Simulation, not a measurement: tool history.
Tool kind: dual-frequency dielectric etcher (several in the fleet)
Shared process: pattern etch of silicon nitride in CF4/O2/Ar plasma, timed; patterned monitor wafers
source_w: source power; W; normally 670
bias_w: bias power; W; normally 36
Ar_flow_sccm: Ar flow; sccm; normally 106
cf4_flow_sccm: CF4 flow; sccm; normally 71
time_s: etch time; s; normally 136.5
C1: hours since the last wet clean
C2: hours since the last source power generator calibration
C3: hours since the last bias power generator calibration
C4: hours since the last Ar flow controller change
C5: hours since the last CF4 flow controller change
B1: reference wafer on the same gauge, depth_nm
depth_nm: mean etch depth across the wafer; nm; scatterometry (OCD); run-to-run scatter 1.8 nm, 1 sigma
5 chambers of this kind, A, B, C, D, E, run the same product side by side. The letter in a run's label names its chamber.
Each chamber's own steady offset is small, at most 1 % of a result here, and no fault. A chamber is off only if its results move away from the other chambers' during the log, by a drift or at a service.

{"run": "1C", "hour": 6.4, "source_w": 670, "bias_w": 36, "Ar_flow_sccm": 106, "cf4_flow_sccm": 71, "time_s": 136.5, "C1": 558.6, "C2": 684.4, "C3": 2379.5, "C4": 2073.2, "C5": 2796.2, "B1": 318.58, "depth_nm": 283.04}
{"hour": 11.3, "done": "chamber A: CF4 flow controller replaced"}
{"run": "2D", "hour": 12.8, "source_w": 670, "bias_w": 36, "Ar_flow_sccm": 106, "cf4_flow_sccm": 71, "time_s": 136.5, "C1": 303.7, "C2": 2518.1, "C3": 789.6, "C4": 3309.7, "C5": 915.8, "B1": 318.72, "depth_nm": 284.2}
{"run": "3E", "hour": 19.0, "source_w": 670, "bias_w": 36, "Ar_flow_sccm": 106, "cf4_flow_sccm": 71, "time_s": 136.5, "C1": 138.8, "C2": 694.3, "C3": 3492.0, "C4": 1364.0, "C5": 2286.8, "B1": 319.09, "depth_nm": 282.9}
{"run": "4B", "hour": 22.2, "source_w": 670, "bias_w": 36, "Ar_flow_sccm": 106, "cf4_flow_sccm": 71, "time_s": 136.5, "C1": 162.2, "C2": 979.8, "C3": 2573.2, "C4": 1297.7, "C5": 681.1, "B1": 319.0, "depth_nm": 280.09}
{"run": "5A", "hour": 25.2, "source_w": 670, "bias_w": 36, "Ar_flow_sccm": 106, "cf4_flow_sccm": 71, "time_s": 136.5, "C1": 530.4, "C2": 3231.0, "C3": 971.5, "C4": 5170.0, "C5": 14.0, "B1": 318.62, "depth_nm": 283.36}
{"run": "6B", "hour": 30.6, "source_w": 520, "bias_w": 36, "Ar_flow_sccm": 106, "cf4_flow_sccm": 71, "time_s": 136.5, "C1": 170.6, "C2": 988.2, "C3": 2581.6, "C4": 1306.1, "C5": 689.5, "B1": 318.26, "depth_nm": 223.61}
{"run": "7E", "hour": 34.8, "source_w": 520, "bias_w": 36, "Ar_flow_sccm": 106, "cf4_flow_sccm": 71, "time_s": 136.5, "C1": 154.6, "C2": 710.1, "C3": 3507.8, "C4": 1379.8, "C5": 2302.6, "B1": 319.35, "depth_nm": 226.31}
{"run": "8A", "hour": 38.9, "source_w": 520, "bias_w": 36, "Ar_flow_sccm": 106, "cf4_flow_sccm": 71, "time_s": 136.5, "C1": 544.1, "C2": 3244.7, "C3": 985.2, "C4": 5183.7, "C5": 27.7, "B1": 318.85, "depth_nm": 225.83}
{"run": "9C", "hour": 43.2, "source_w": 520, "bias_w": 36, "Ar_flow_sccm": 106, "cf4_flow_sccm": 71, "time_s": 136.5, "C1": 595.4, "C2": 721.2, "C3": 2416.3, "C4": 2110.0, "C5": 2833.0, "B1": 319.32, "depth_nm": 222.51}
{"run": "10D", "hour": 48.6, "source_w": 520, "bias_w": 36, "Ar_flow_sccm": 106, "cf4_flow_sccm": 71, "time_s": 136.5, "C1": 339.5, "C2": 2553.9, "C3": 825.4, "C4": 3345.5, "C5": 951.6, "B1": 318.53, "depth_nm": 227.66}
{"run": "11C", "hour": 51.8, "source_w": 670, "bias_w": 36, "Ar_flow_sccm": 106, "cf4_flow_sccm": 57, "time_s": 122.5, "C1": 604.0, "C2": 729.8, "C3": 2424.9, "C4": 2118.6, "C5": 2841.6, "B1": 319.17, "depth_nm": 241.86}
{"run": "12A", "hour": 54.9, "source_w": 670, "bias_w": 36, "Ar_flow_sccm": 106, "cf4_flow_sccm": 57, "time_s": 122.5, "C1": 560.1, "C2": 3260.7, "C3": 1001.2, "C4": 5199.7, "C5": 43.7, "B1": 319.22, "depth_nm": 242.28}
{"run": "13D", "hour": 60.1, "source_w": 670, "bias_w": 36, "Ar_flow_sccm": 106, "cf4_flow_sccm": 57, "time_s": 122.5, "C1": 351.0, "C2": 2565.4, "C3": 836.9, "C4": 3357.0, "C5": 963.1, "B1": 318.71, "depth_nm": 246.48}
{"hour": 60.9, "done": "chamber A: wet clean of the chamber"}
{"run": "14B", "hour": 65.2, "source_w": 670, "bias_w": 36, "Ar_flow_sccm": 106, "cf4_flow_sccm": 57, "time_s": 122.5, "C1": 205.2, "C2": 1022.8, "C3": 2616.2, "C4": 1340.7, "C5": 724.1, "B1": 318.33, "depth_nm": 244.14}
{"run": "15E", "hour": 69.0, "source_w": 670, "bias_w": 36, "Ar_flow_sccm": 106, "cf4_flow_sccm": 57, "time_s": 122.5, "C1": 188.8, "C2": 744.3, "C3": 3542.0, "C4": 1414.0, "C5": 2336.8, "B1": 318.57, "depth_nm": 246.38}
{"run": "16B", "hour": 75.3, "source_w": 670, "bias_w": 36, "Ar_flow_sccm": 106, "cf4_flow_sccm": 71, "time_s": 136.5, "C1": 215.3, "C2": 1032.9, "C3": 2626.3, "C4": 1350.8, "C5": 734.2, "B1": 318.68, "depth_nm": 282.73}
{"run": "17A", "hour": 81.3, "source_w": 670, "bias_w": 36, "Ar_flow_sccm": 106, "cf4_flow_sccm": 71, "time_s": 136.5, "C1": 20.5, "C2": 3287.1, "C3": 1027.6, "C4": 5226.1, "C5": 70.1, "B1": 319.23, "depth_nm": 280.64}
{"run": "18D", "hour": 85.1, "source_w": 670, "bias_w": 36, "Ar_flow_sccm": 106, "cf4_flow_sccm": 71, "time_s": 136.5, "C1": 376.0, "C2": 2590.4, "C3": 861.9, "C4": 3382.0, "C5": 988.1, "B1": 318.98, "depth_nm": 286.49}
{"hour": 85.5, "done": "chamber C: wet clean of the chamber"}
{"run": "19E", "hour": 88.2, "source_w": 670, "bias_w": 36, "Ar_flow_sccm": 106, "cf4_flow_sccm": 71, "time_s": 136.5, "C1": 208.0, "C2": 763.5, "C3": 3561.2, "C4": 1433.2, "C5": 2356.0, "B1": 318.56, "depth_nm": 281.04}
{"run": "20C", "hour": 92.3, "source_w": 670, "bias_w": 36, "Ar_flow_sccm": 106, "cf4_flow_sccm": 71, "time_s": 136.5, "C1": 6.9, "C2": 770.3, "C3": 2465.4, "C4": 2159.1, "C5": 2882.1, "B1": 319.42, "depth_nm": 289.19}
{"hour": 96.4, "done": "chamber C: Ar flow controller replaced"}
{"run": "21A", "hour": 96.9, "source_w": 670, "bias_w": 36, "Ar_flow_sccm": 106, "cf4_flow_sccm": 71, "time_s": 136.5, "C1": 36.1, "C2": 3302.7, "C3": 1043.2, "C4": 5241.7, "C5": 85.7, "B1": 318.71, "depth_nm": 280.07}
{"run": "22E", "hour": 101.4, "source_w": 670, "bias_w": 36, "Ar_flow_sccm": 106, "cf4_flow_sccm": 71, "time_s": 136.5, "C1": 221.2, "C2": 776.7, "C3": 3574.4, "C4": 1446.4, "C5": 2369.2, "B1": 318.69, "depth_nm": 283.03}
{"run": "23B", "hour": 104.5, "source_w": 670, "bias_w": 36, "Ar_flow_sccm": 106, "cf4_flow_sccm": 71, "time_s": 136.5, "C1": 244.5, "C2": 1062.1, "C3": 2655.5, "C4": 1380.0, "C5": 763.4, "B1": 318.73, "depth_nm": 278.07}
{"run": "24C", "hour": 111.3, "source_w": 670, "bias_w": 36, "Ar_flow_sccm": 106, "cf4_flow_sccm": 71, "time_s": 136.5, "C1": 25.9, "C2": 789.3, "C3": 2484.4, "C4": 15.0, "C5": 2901.1, "B1": 318.73, "depth_nm": 291.24}
{"run": "25D", "hour": 117.6, "source_w": 670, "bias_w": 36, "Ar_flow_sccm": 106, "cf4_flow_sccm": 71, "time_s": 136.5, "C1": 408.5, "C2": 2622.9, "C3": 894.4, "C4": 3414.5, "C5": 1020.6, "B1": 319.06, "depth_nm": 282.79}
{"run": "26A", "hour": 124.4, "source_w": 670, "bias_w": 36, "Ar_flow_sccm": 106, "cf4_flow_sccm": 71, "time_s": 136.5, "C1": 63.6, "C2": 3330.2, "C3": 1070.7, "C4": 5269.2, "C5": 113.2, "B1": 318.58, "depth_nm": 276.28}
{"run": "27D", "hour": 127.7, "source_w": 670, "bias_w": 36, "Ar_flow_sccm": 106, "cf4_flow_sccm": 71, "time_s": 136.5, "C1": 418.6, "C2": 2633.0, "C3": 904.5, "C4": 3424.6, "C5": 1030.7, "B1": 318.83, "depth_nm": 280.91}
{"run": "28E", "hour": 131.3, "source_w": 670, "bias_w": 36, "Ar_flow_sccm": 106, "cf4_flow_sccm": 71, "time_s": 136.5, "C1": 251.1, "C2": 806.6, "C3": 3604.3, "C4": 1476.3, "C5": 2399.1, "B1": 319.39, "depth_nm": 282.32}
{"hour": 135.9, "done": "chamber E: bias power generator calibrated"}
{"run": "29C", "hour": 137.0, "source_w": 670, "bias_w": 36, "Ar_flow_sccm": 106, "cf4_flow_sccm": 71, "time_s": 136.5, "C1": 51.6, "C2": 815.0, "C3": 2510.1, "C4": 40.7, "C5": 2926.8, "B1": 318.58, "depth_nm": 290.7}
{"run": "30B", "hour": 143.8, "source_w": 670, "bias_w": 36, "Ar_flow_sccm": 106, "cf4_flow_sccm": 71, "time_s": 136.5, "C1": 283.8, "C2": 1101.4, "C3": 2694.8, "C4": 1419.3, "C5": 802.7, "B1": 318.97, "depth_nm": 279.32}
{"run": "31A", "hour": 147.7, "source_w": 670, "bias_w": 36, "Ar_flow_sccm": 106, "cf4_flow_sccm": 71, "time_s": 136.5, "C1": 86.9, "C2": 3353.5, "C3": 1094.0, "C4": 5292.5, "C5": 136.5, "B1": 318.91, "depth_nm": 281.84}
{"run": "32C", "hour": 152.1, "source_w": 830, "bias_w": 36, "Ar_flow_sccm": 114, "cf4_flow_sccm": 71, "time_s": 136.5, "C1": 66.7, "C2": 830.1, "C3": 2525.2, "C4": 55.8, "C5": 2941.9, "B1": 318.82, "depth_nm": 346.58}
{"run": "33E", "hour": 156.0, "source_w": 830, "bias_w": 36, "Ar_flow_sccm": 114, "cf4_flow_sccm": 71, "time_s": 136.5, "C1": 275.8, "C2": 831.3, "C3": 20.1, "C4": 1501.0, "C5": 2423.8, "B1": 319.02, "depth_nm": 332.58}
{"run": "34D", "hour": 162.8, "source_w": 830, "bias_w": 36, "Ar_flow_sccm": 114, "cf4_flow_sccm": 71, "time_s": 136.5, "C1": 453.7, "C2": 2668.1, "C3": 939.6, "C4": 3459.7, "C5": 1065.8, "B1": 319.14, "depth_nm": 335.27}
{"run": "35B", "hour": 168.0, "source_w": 830, "bias_w": 36, "Ar_flow_sccm": 114, "cf4_flow_sccm": 71, "time_s": 136.5, "C1": 308.0, "C2": 1125.6, "C3": 2719.0, "C4": 1443.5, "C5": 826.9, "B1": 319.0, "depth_nm": 332.17}

Read the log: is a single chamber off, either drifting away or since a service, is the gauge that measures every chamber drifting, or is nothing wrong beyond small per-chamber offsets? Name any odd chamber and what most likely caused it.

After it was serviced, chamber C no longer matches the other chambers.
What lies behind it: etch rate over this chamber's usual, % = 4.02.

Below are 4 candidate recipes for chamber C's next run, each the usual settings with a change, their results shown as question marks. Which of them brings C's results back in line with what the other chambers give on the usual settings?
Counts as in line when no further than this from what the other chambers average on the usual settings: depth_nm 6.30 nm
{"run": "36C-1", "hour": 172.9, "source_w": 670, "bias_w": 36, "Ar_flow_sccm": 106, "cf4_flow_sccm": 46, "time_s": 136.5, "depth_nm": "?"}
{"run": "36C-2", "hour": 172.9, "source_w": 720, "bias_w": 36, "Ar_flow_sccm": 106, "cf4_flow_sccm": 72, "time_s": 136.5, "depth_nm": "?"}
{"run": "36C-3", "hour": 172.9, "source_w": 660, "bias_w": 36, "Ar_flow_sccm": 106, "cf4_flow_sccm": 71, "time_s": 133.5, "depth_nm": "?"}
{"run": "36C-4", "hour": 172.9, "source_w": 690, "bias_w": 36, "Ar_flow_sccm": 106, "cf4_flow_sccm": 71, "time_s": 136.5, "depth_nm": "?"}

The other chambers' mean on the usual settings: depth_nm 281.76 nm
run=36C-1 depth_nm=270.51
run=36C-2 depth_nm=311.83
run=36C-3 depth_nm=281.65
run=36C-4 depth_nm=299.57
36C-3 is the one that brings the chamber's results back in line with the other chambers.
